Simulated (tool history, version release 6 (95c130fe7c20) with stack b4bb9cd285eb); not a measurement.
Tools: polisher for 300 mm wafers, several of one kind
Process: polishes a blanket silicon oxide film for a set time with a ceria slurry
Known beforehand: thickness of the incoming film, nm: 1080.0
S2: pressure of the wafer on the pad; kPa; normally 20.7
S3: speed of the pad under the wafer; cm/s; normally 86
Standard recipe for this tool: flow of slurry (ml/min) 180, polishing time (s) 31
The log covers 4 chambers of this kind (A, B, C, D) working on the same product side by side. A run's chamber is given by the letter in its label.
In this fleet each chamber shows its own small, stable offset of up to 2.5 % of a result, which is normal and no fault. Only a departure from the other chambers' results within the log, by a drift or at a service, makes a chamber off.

{"run": "1B", "hour": 2.3, "flow of slurry (ml/min)": 180, "S2": 20.7, "S3": 86, "polishing time (s)": 31, "film removed (Å)": 937.06}
{"hour": 4.5, "done": "chamber D: worn pad replaced by a new one"}
{"run": "2A", "hour": 7.1, "flow of slurry (ml/min)": 180, "S2": 20.7, "S3": 86, "polishing time (s)": 31, "film removed (Å)": 922.88}
{"run": "3D", "hour": 11.8, "flow of slurry (ml/min)": 180, "S2": 20.7, "S3": 86, "polishing time (s)": 31, "film removed (Å)": 929.87}
{"run": "4C", "hour": 15.6, "flow of slurry (ml/min)": 180, "S2": 20.7, "S3": 86, "polishing time (s)": 31, "film removed (Å)": 910.43}
{"run": "5D", "hour": 19.6, "flow of slurry (ml/min)": 180, "S2": 20.7, "S3": 86, "polishing time (s)": 31, "film removed (Å)": 920.91}
{"run": "6C", "hour": 23.6, "flow of slurry (ml/min)": 180, "S2": 22.8, "S3": 104, "polishing time (s)": 31, "film removed (Å)": 1231}
{"hour": 24.7, "done": "chamber D: head pressure recalibrated"}
{"run": "7A", "hour": 28.7, "flow of slurry (ml/min)": 180, "S2": 22.8, "S3": 104, "polishing time (s)": 31, "film removed (Å)": 1209.4}
{"hour": 29.3, "done": "chamber C: worn pad replaced by a new one"}
{"run": "8B", "hour": 32.9, "flow of slurry (ml/min)": 180, "S2": 22.8, "S3": 104, "polishing time (s)": 31, "film removed (Å)": 1242.9}
{"run": "9C", "hour": 36.6, "flow of slurry (ml/min)": 180, "S2": 22.8, "S3": 104, "polishing time (s)": 31, "film removed (Å)": 1217.8}
{"run": "10B", "hour": 41.0, "flow of slurry (ml/min)": 180, "S2": 20.7, "S3": 86, "polishing time (s)": 31, "film removed (Å)": 928.26}
{"run": "11A", "hour": 45.9, "flow of slurry (ml/min)": 180, "S2": 15.9, "S3": 86, "polishing time (s)": 31, "film removed (Å)": 708.48}
{"hour": 47.8, "done": "chamber B: worn pad replaced by a new one"}
{"run": "12D", "hour": 48.8, "flow of slurry (ml/min)": 180, "S2": 15.9, "S3": 86, "polishing time (s)": 31, "film removed (Å)": 705.25}
{"run": "13A", "hour": 51.6, "flow of slurry (ml/min)": 180, "S2": 15.9, "S3": 86, "polishing time (s)": 31, "film removed (Å)": 702.54}
{"hour": 54.3, "done": "chamber A: slurry nozzle cleaned"}
{"run": "14C", "hour": 56.6, "flow of slurry (ml/min)": 180, "S2": 15.9, "S3": 86, "polishing time (s)": 31, "film removed (Å)": 714.36}
{"hour": 59.1, "done": "chamber D: worn pad replaced by a new one"}
{"hour": 59.6, "done": "chamber D: slurry nozzle cleaned"}
{"run": "15D", "hour": 61.4, "flow of slurry (ml/min)": 180, "S2": 20.7, "S3": 86, "polishing time (s)": 31, "film removed (Å)": 921.93}
{"run": "16B", "hour": 65.7, "flow of slurry (ml/min)": 180, "S2": 20.7, "S3": 86, "polishing time (s)": 31, "film removed (Å)": 943.8}
{"run": "17D", "hour": 70.1, "flow of slurry (ml/min)": 180, "S2": 20.7, "S3": 86, "polishing time (s)": 31, "film removed (Å)": 924.1}
{"run": "18A", "hour": 74.9, "flow of slurry (ml/min)": 180, "S2": 20.7, "S3": 86, "polishing time (s)": 31, "film removed (Å)": 905.03}
{"hour": 75.8, "done": "chamber B: head pressure recalibrated"}
{"run": "19B", "hour": 77.8, "flow of slurry (ml/min)": 180, "S2": 20.7, "S3": 86, "polishing time (s)": 31, "film removed (Å)": 942.75}
{"run": "20C", "hour": 80.8, "flow of slurry (ml/min)": 180, "S2": 20.7, "S3": 86, "polishing time (s)": 31, "film removed (Å)": 921.56}
{"run": "21B", "hour": 83.4, "flow of slurry (ml/min)": 180, "S2": 20.7, "S3": 86, "polishing time (s)": 31, "film removed (Å)": 937.35}
{"run": "22C", "hour": 88.4, "flow of slurry (ml/min)": 180, "S2": 20.7, "S3": 86, "polishing time (s)": 31, "film removed (Å)": 915.99}
{"hour": 91.3, "done": "chamber A: head pressure recalibrated"}
{"run": "23A", "hour": 92.9, "flow of slurry (ml/min)": 180, "S2": 20.7, "S3": 86, "polishing time (s)": 31, "film removed (Å)": 875.44}
{"run": "24D", "hour": 96.8, "flow of slurry (ml/min)": 150, "S2": 20.7, "S3": 102, "polishing time (s)": 31, "film removed (Å)": 1073.4}
{"run": "25C", "hour": 100.9, "flow of slurry (ml/min)": 150, "S2": 20.7, "S3": 102, "polishing time (s)": 31, "film removed (Å)": 1066.8}
{"run": "26B", "hour": 104.3, "flow of slurry (ml/min)": 150, "S2": 20.7, "S3": 102, "polishing time (s)": 31, "film removed (Å)": 1085.2}
{"run": "27A", "hour": 108.5, "flow of slurry (ml/min)": 150, "S2": 20.7, "S3": 102, "polishing time (s)": 31, "film removed (Å)": 1020.5}
{"run": "28D", "hour": 112.3, "flow of slurry (ml/min)": 180, "S2": 20.7, "S3": 86, "polishing time (s)": 31, "film removed (Å)": 922.85}
{"run": "29A", "hour": 117.1, "flow of slurry (ml/min)": 180, "S2": 20.7, "S3": 86, "polishing time (s)": 31, "film removed (Å)": 861.95}
{"run": "30B", "hour": 119.8, "flow of slurry (ml/min)": 200, "S2": 20.7, "S3": 86, "polishing time (s)": 21, "film removed (Å)": 649.51}

Predict what each chamber gives when all 4 of them run the settings below next.
{"run": "31A", "hour": 123.5, "flow of slurry (ml/min)": 215, "S2": 20.7, "S3": 86, "polishing time (s)": 31, "film removed (Å)": "?"}
{"run": "31B", "hour": 123.5, "flow of slurry (ml/min)": 215, "S2": 20.7, "S3": 86, "polishing time (s)": 31, "film removed (Å)": "?"}
{"run": "31C", "hour": 123.5, "flow of slurry (ml/min)": 215, "S2": 20.7, "S3": 86, "polishing time (s)": 31, "film removed (Å)": "?"}
{"run": "31D", "hour": 123.5, "flow of slurry (ml/min)": 215, "S2": 20.7, "S3": 86, "polishing time (s)": 31, "film removed (Å)": "?"}

run=31A film_removed_(Å)=890.21
run=31B film_removed_(Å)=956.46
run=31C film_removed_(Å)=946.73
run=31D film_removed_(Å)=937.81
